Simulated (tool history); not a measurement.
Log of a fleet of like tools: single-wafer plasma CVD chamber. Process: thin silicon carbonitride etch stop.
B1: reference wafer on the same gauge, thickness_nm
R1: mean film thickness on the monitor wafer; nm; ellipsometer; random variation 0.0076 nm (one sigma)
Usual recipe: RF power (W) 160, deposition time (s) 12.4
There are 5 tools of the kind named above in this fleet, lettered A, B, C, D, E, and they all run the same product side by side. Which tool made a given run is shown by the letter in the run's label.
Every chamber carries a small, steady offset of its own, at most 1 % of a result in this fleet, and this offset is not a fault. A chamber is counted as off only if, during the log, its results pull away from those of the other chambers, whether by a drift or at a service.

run 1B hour=4.5 | RF_power_(W)=160 deposition_time_(s)=12.4 | B1=7.3773 | R1=6.5778
run 2A hour=12.3 | RF_power_(W)=160 deposition_time_(s)=12.4 | B1=7.3790 | R1=6.5567
run 3D hour=18.9 | RF_power_(W)=160 deposition_time_(s)=12.4 | B1=7.3767 | R1=6.6189
run 4C hour=24.2 | RF_power_(W)=160 deposition_time_(s)=12.4 | B1=7.3746 | R1=6.6591
run 5E hour=28.4 | RF_power_(W)=160 deposition_time_(s)=12.4 | B1=7.3767 | R1=6.5696
run 6C hour=34.5 | RF_power_(W)=180 deposition_time_(s)=13.3 | B1=7.3752 | R1=7.4130
run 7E hour=41.7 | RF_power_(W)=180 deposition_time_(s)=13.3 | B1=7.3757 | R1=7.2817
run 8A hour=48.3 | RF_power_(W)=180 deposition_time_(s)=13.3 | B1=7.3723 | R1=7.2884
run 9D hour=56.0 | RF_power_(W)=180 deposition_time_(s)=13.3 | B1=7.3686 | R1=7.3391
run 10B hour=63.6 | RF_power_(W)=180 deposition_time_(s)=13.3 | B1=7.3712 | R1=7.3032
run 11A hour=69.5 | RF_power_(W)=160 deposition_time_(s)=12.4 | B1=7.3704 | R1=6.5560
run 12B hour=74.2 | RF_power_(W)=160 deposition_time_(s)=12.4 | B1=7.3689 | R1=6.5687
run 13C hour=79.6 | RF_power_(W)=160 deposition_time_(s)=12.4 | B1=7.3678 | R1=6.6573
run 14D hour=83.6 | RF_power_(W)=160 deposition_time_(s)=12.4 | B1=7.3655 | R1=6.6135
run 15E hour=89.3 | RF_power_(W)=160 deposition_time_(s)=12.4 | B1=7.3686 | R1=6.5561
run 16C hour=97.1 | RF_power_(W)=190 deposition_time_(s)=10.7 | B1=7.3636 | R1=6.0464
run 17D hour=102.6 | RF_power_(W)=190 deposition_time_(s)=10.7 | B1=7.3637 | R1=6.0017
run 18B hour=106.7 | RF_power_(W)=190 deposition_time_(s)=10.7 | B1=7.3607 | R1=5.9598
run 19E hour=111.6 | RF_power_(W)=190 deposition_time_(s)=10.7 | B1=7.3631 | R1=5.9463
run 20A hour=118.1 | RF_power_(W)=190 deposition_time_(s)=10.7 | B1=7.3589 | R1=5.9549
run 21B hour=125.4 | RF_power_(W)=160 deposition_time_(s)=12.4 | B1=7.3608 | R1=6.5572
run 22E hour=129.8 | RF_power_(W)=160 deposition_time_(s)=12.4 | B1=7.3591 | R1=6.5553
run 23C hour=134.9 | RF_power_(W)=160 deposition_time_(s)=12.4 | B1=7.3588 | R1=6.6415
run 24D hour=139.7 | RF_power_(W)=160 deposition_time_(s)=12.4 | B1=7.3578 | R1=6.6090
run 25A hour=146.0 | RF_power_(W)=160 deposition_time_(s)=12.4 | B1=7.3562 | R1=6.5500
run 26E hour=152.8 | RF_power_(W)=160 deposition_time_(s)=12.4 | B1=7.3530 | R1=6.5314
run 27B hour=159.3 | RF_power_(W)=160 deposition_time_(s)=12.4 | B1=7.3547 | R1=6.5515
run 28D hour=164.7 | RF_power_(W)=160 deposition_time_(s)=12.4 | B1=7.3542 | R1=6.5883
run 29A hour=169.1 | RF_power_(W)=160 deposition_time_(s)=12.4 | B1=7.3504 | R1=6.5491
run 30C hour=172.8 | RF_power_(W)=160 deposition_time_(s)=12.4 | B1=7.3500 | R1=6.6376
run 31C hour=176.8 | RF_power_(W)=160 deposition_time_(s)=12.4 | B1=7.3522 | R1=6.6313
run 32E hour=183.9 | RF_power_(W)=160 deposition_time_(s)=12.4 | B1=7.3503 | R1=6.5389
run 33D hour=189.5 | RF_power_(W)=180 deposition_time_(s)=12.4 | B1=7.3478 | R1=6.8331
-- hour=195.6 chamber B: thermocouple changed; heater temperature recalibrated
run 34B hour=196.0 | RF_power_(W)=180 deposition_time_(s)=12.4 | B1=7.3474 | R1=6.7885
run 35A hour=201.5 | RF_power_(W)=180 deposition_time_(s)=12.4 | B1=7.3457 | R1=6.7640
run 36A hour=208.2 | RF_power_(W)=180 deposition_time_(s)=12.4 | B1=7.3465 | R1=6.7578

Read the log: is a single chamber off, either drifting away or since a service, is the gauge that measures every chamber drifting, or is nothing wrong beyond small per-chamber offsets? Name any odd chamber and what most likely caused it.

It is the gauge, not a chamber: its drift shows up in every chamber's results at once, and no chamber is off.
Cause: gauge reads low (%) = 0.472.
